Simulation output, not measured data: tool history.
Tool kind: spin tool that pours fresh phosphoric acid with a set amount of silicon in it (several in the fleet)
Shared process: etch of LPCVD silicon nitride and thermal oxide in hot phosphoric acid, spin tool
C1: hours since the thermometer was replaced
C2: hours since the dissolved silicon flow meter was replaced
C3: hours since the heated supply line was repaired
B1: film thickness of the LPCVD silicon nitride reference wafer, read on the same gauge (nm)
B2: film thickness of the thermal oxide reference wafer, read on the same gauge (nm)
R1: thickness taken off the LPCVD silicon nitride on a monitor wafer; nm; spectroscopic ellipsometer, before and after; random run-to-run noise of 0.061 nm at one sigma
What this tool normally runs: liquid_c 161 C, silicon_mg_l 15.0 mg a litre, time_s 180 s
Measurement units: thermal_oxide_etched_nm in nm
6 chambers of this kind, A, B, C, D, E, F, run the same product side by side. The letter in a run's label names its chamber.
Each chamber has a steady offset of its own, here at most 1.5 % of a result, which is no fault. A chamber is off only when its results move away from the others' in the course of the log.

Run 1D, hour 5.7: usual settings; C1 356.2; C2 511.4; C3 1121.8; B1 140.01; B2 29.993. Result: R1 17.177 nm, thermal_oxide_etched_nm 0.36642 nm.
Run 2E, hour 12.1: usual settings; C1 751.3; C2 944.9; C3 420.1; B1 139.99; B2 30.032. Result: R1 17.351 nm, thermal_oxide_etched_nm 0.37267 nm.
Run 3C, hour 20.6: usual settings; C1 1843.6; C2 1553.2; C3 458.1; B1 140.03; B2 30.028. Result: R1 17.461 nm, thermal_oxide_etched_nm 0.43832 nm.
Run 4F, hour 27.8: usual settings; C1 53.2; C2 715.6; C3 594.6; B1 140.01; B2 30.037. Result: R1 17.232 nm, thermal_oxide_etched_nm 0.37089 nm.
Run 5A, hour 39.3: usual settings; C1 1339.0; C2 807.5; C3 1860.5; B1 140.05; B2 30.012. Result: R1 17.441 nm, thermal_oxide_etched_nm 0.44273 nm.
Run 6B, hour 50.2: usual settings; C1 448.2; C2 78.6; C3 3371.5; B1 140.02; B2 30.043. Result: R1 17.757 nm, thermal_oxide_etched_nm 0.35038 nm.
Run 7F, hour 57.3: usual settings; C1 82.7; C2 745.1; C3 624.1; B1 140.01; B2 30.022. Result: R1 17.200 nm, thermal_oxide_etched_nm 0.39169 nm.
At hour 59.6: chamber E: dissolved silicon flow meter replaced.
Run 8B, hour 68.4: usual settings but silicon_mg_l 7.0 mg a litre, time_s 265 s; C1 466.4; C2 96.8; C3 3389.7; B1 139.98; B2 30.001. Result: R1 26.383 nm, thermal_oxide_etched_nm 0.74432 nm.
Run 9A, hour 73.7: usual settings but silicon_mg_l 7.0 mg a litre, time_s 265 s; C1 1373.4; C2 841.9; C3 1894.9; B1 140.01; B2 29.978. Result: R1 25.707 nm, thermal_oxide_etched_nm 0.77979 nm.
Run 10D, hour 79.2: usual settings but silicon_mg_l 7.0 mg a litre, time_s 265 s; C1 429.7; C2 584.9; C3 1195.3; B1 139.94; B2 29.980. Result: R1 25.467 nm, thermal_oxide_etched_nm 0.64639 nm.
Run 11C, hour 84.8: usual settings but silicon_mg_l 7.0 mg a litre, time_s 265 s; C1 1907.8; C2 1617.4; C3 522.3; B1 140.00; B2 30.021. Result: R1 25.705 nm, thermal_oxide_etched_nm 0.69610 nm.
At hour 92.6: chamber E: thermometer replaced.
Run 12E, hour 93.3: usual settings but silicon_mg_l 7.0 mg a litre, time_s 265 s; C1 0.8; C2 33.7; C3 501.3; B1 140.01; B2 30.015. Result: R1 25.719 nm, thermal_oxide_etched_nm 0.66326 nm.
At hour 95.7: chamber A: dissolved silicon flow meter replaced.
Run 13F, hour 104.2: usual settings but silicon_mg_l 7.0 mg a litre, time_s 265 s; C1 129.6; C2 792.0; C3 671.0; B1 140.01; B2 29.958. Result: R1 25.472 nm, thermal_oxide_etched_nm 0.69368 nm.
Run 14A, hour 110.0: usual settings; C1 1409.7; C2 14.4; C3 1931.2; B1 140.07; B2 30.008. Result: R1 17.417 nm, thermal_oxide_etched_nm 0.41043 nm.
At hour 111.6: chamber C: thermometer replaced.
Run 15E, hour 117.2: usual settings but silicon_mg_l 26.0 mg a litre; C1 24.7; C2 57.6; C3 525.2; B1 139.95; B2 29.974. Result: R1 17.364 nm, thermal_oxide_etched_nm 0.30926 nm.
Run 16C, hour 123.8: usual settings but silicon_mg_l 26.0 mg a litre; C1 12.3; C2 1656.4; C3 561.3; B1 140.01; B2 29.978. Result: R1 17.457 nm, thermal_oxide_etched_nm 0.24205 nm.
Run 17B, hour 134.8: usual settings but silicon_mg_l 26.0 mg a litre; C1 532.8; C2 163.2; C3 3456.1; B1 139.97; B2 30.019. Result: R1 17.655 nm, thermal_oxide_etched_nm 0.27512 nm.
Run 18D, hour 142.6: usual settings but silicon_mg_l 26.0 mg a litre; C1 493.1; C2 648.3; C3 1258.7; B1 140.01; B2 30.040. Result: R1 17.297 nm, thermal_oxide_etched_nm 0.24779 nm.
Run 19E, hour 149.5: usual settings but silicon_mg_l 26.0 mg a litre; C1 57.0; C2 89.9; C3 557.5; B1 139.94; B2 30.017. Result: R1 17.409 nm, thermal_oxide_etched_nm 0.28485 nm.
Run 20D, hour 155.9: usual settings but silicon_mg_l 26.0 mg a litre; C1 506.4; C2 661.6; C3 1272.0; B1 140.01; B2 30.019. Result: R1 17.255 nm, thermal_oxide_etched_nm 0.24503 nm.
Run 21B, hour 165.7: usual settings but silicon_mg_l 24.5 mg a litre, time_s 235 s; C1 563.7; C2 194.1; C3 3487.0; B1 140.01; B2 30.022. Result: R1 23.146 nm, thermal_oxide_etched_nm 0.38106 nm.
Run 22F, hour 174.3: usual settings but silicon_mg_l 24.5 mg a litre, time_s 235 s; C1 199.7; C2 862.1; C3 741.1; B1 139.98; B2 30.054. Result: R1 22.604 nm, thermal_oxide_etched_nm 0.34714 nm.
Run 23C, hour 182.7: usual settings but silicon_mg_l 24.5 mg a litre, time_s 235 s; C1 71.2; C2 1715.3; C3 620.2; B1 139.97; B2 30.025. Result: R1 22.812 nm, thermal_oxide_etched_nm 0.41978 nm.
Run 24A, hour 188.2: usual settings but silicon_mg_l 24.5 mg a litre, time_s 235 s; C1 1487.9; C2 92.6; C3 2009.4; B1 140.03; B2 29.967. Result: R1 22.849 nm, thermal_oxide_etched_nm 0.38949 nm.
Run 25F, hour 193.5: usual settings but silicon_mg_l 24.5 mg a litre, time_s 235 s; C1 218.9; C2 881.3; C3 760.3; B1 140.01; B2 30.020. Result: R1 22.671 nm, thermal_oxide_etched_nm 0.43832 nm.
Run 26C, hour 199.2: usual settings but silicon_mg_l 24.5 mg a litre, time_s 235 s; C1 87.7; C2 1731.8; C3 636.7; B1 139.94; B2 29.992. Result: R1 22.742 nm, thermal_oxide_etched_nm 0.39643 nm.
Run 27E, hour 207.1: usual settings; C1 114.6; C2 147.5; C3 615.1; B1 139.99; B2 30.026. Result: R1 17.475 nm, thermal_oxide_etched_nm 0.38499 nm.
Run 28A, hour 218.4: usual settings; C1 1518.1; C2 122.8; C3 2039.6; B1 140.02; B2 29.981. Result: R1 17.509 nm, thermal_oxide_etched_nm 0.39786 nm.
At hour 225.0: chamber A: heated supply line repaired.
Run 29D, hour 229.8: usual settings; C1 580.3; C2 735.5; C3 1345.9; B1 140.05; B2 29.971. Result: R1 17.232 nm, thermal_oxide_etched_nm 0.38287 nm.
Run 30B, hour 238.8: usual settings; C1 636.8; C2 267.2; C3 3560.1; B1 139.98; B2 29.985. Result: R1 17.746 nm, thermal_oxide_etched_nm 0.40721 nm.
Run 31C, hour 243.9: usual settings; C1 132.4; C2 1776.5; C3 681.4; B1 140.00; B2 29.966. Result: R1 17.493 nm, thermal_oxide_etched_nm 0.41352 nm.
Run 32A, hour 254.8: usual settings; C1 1554.5; C2 159.2; C3 29.9; B1 140.01; B2 30.006. Result: R1 17.464 nm, thermal_oxide_etched_nm 0.40044 nm.
Run 33E, hour 263.7: usual settings; C1 171.2; C2 204.1; C3 671.7; B1 140.00; B2 29.982. Result: R1 17.339 nm, thermal_oxide_etched_nm 0.38356 nm.
Run 34B, hour 269.2: usual settings but silicon_mg_l 11.5 mg a litre; C1 667.2; C2 297.6; C3 3590.5; B1 140.00; B2 30.000. Result: R1 17.651 nm, thermal_oxide_etched_nm 0.40479 nm.
Run 35F, hour 275.8: usual settings but silicon_mg_l 11.5 mg a litre; C1 301.2; C2 963.6; C3 842.6; B1 139.97; B2 29.986. Result: R1 17.268 nm, thermal_oxide_etched_nm 0.43761 nm.
At hour 281.3: chamber D: dissolved silicon flow meter replaced.
Run 36D, hour 285.3: usual settings but silicon_mg_l 11.5 mg a litre; C1 635.8; C2 4.1; C3 1401.4; B1 140.04; B2 29.978. Result: R1 17.236 nm, thermal_oxide_etched_nm 0.43212 nm.
Run 37B, hour 296.2: usual settings but silicon_mg_l 11.5 mg a litre; C1 694.2; C2 324.6; C3 3617.5; B1 140.01; B2 29.966. Result: R1 17.626 nm, thermal_oxide_etched_nm 0.42596 nm.
Run 38E, hour 302.0: usual settings but silicon_mg_l 11.5 mg a litre; C1 209.5; C2 242.4; C3 710.0; B1 139.97; B2 29.940. Result: R1 17.293 nm, thermal_oxide_etched_nm 0.44596 nm.
Run 39D, hour 313.0: usual settings but silicon_mg_l 11.5 mg a litre; C1 663.5; C2 31.8; C3 1429.1; B1 139.98; B2 29.987. Result: R1 17.246 nm, thermal_oxide_etched_nm 0.41363 nm.

Which is it: a chamber that has drifted or been left off by a service, a gauge drift common to all chambers, or only each chamber's usual small offset? If a chamber is off, name it and its likeliest cause.

Beyond each chamber's small constant offset nothing stands out, and the gauge stays steady.
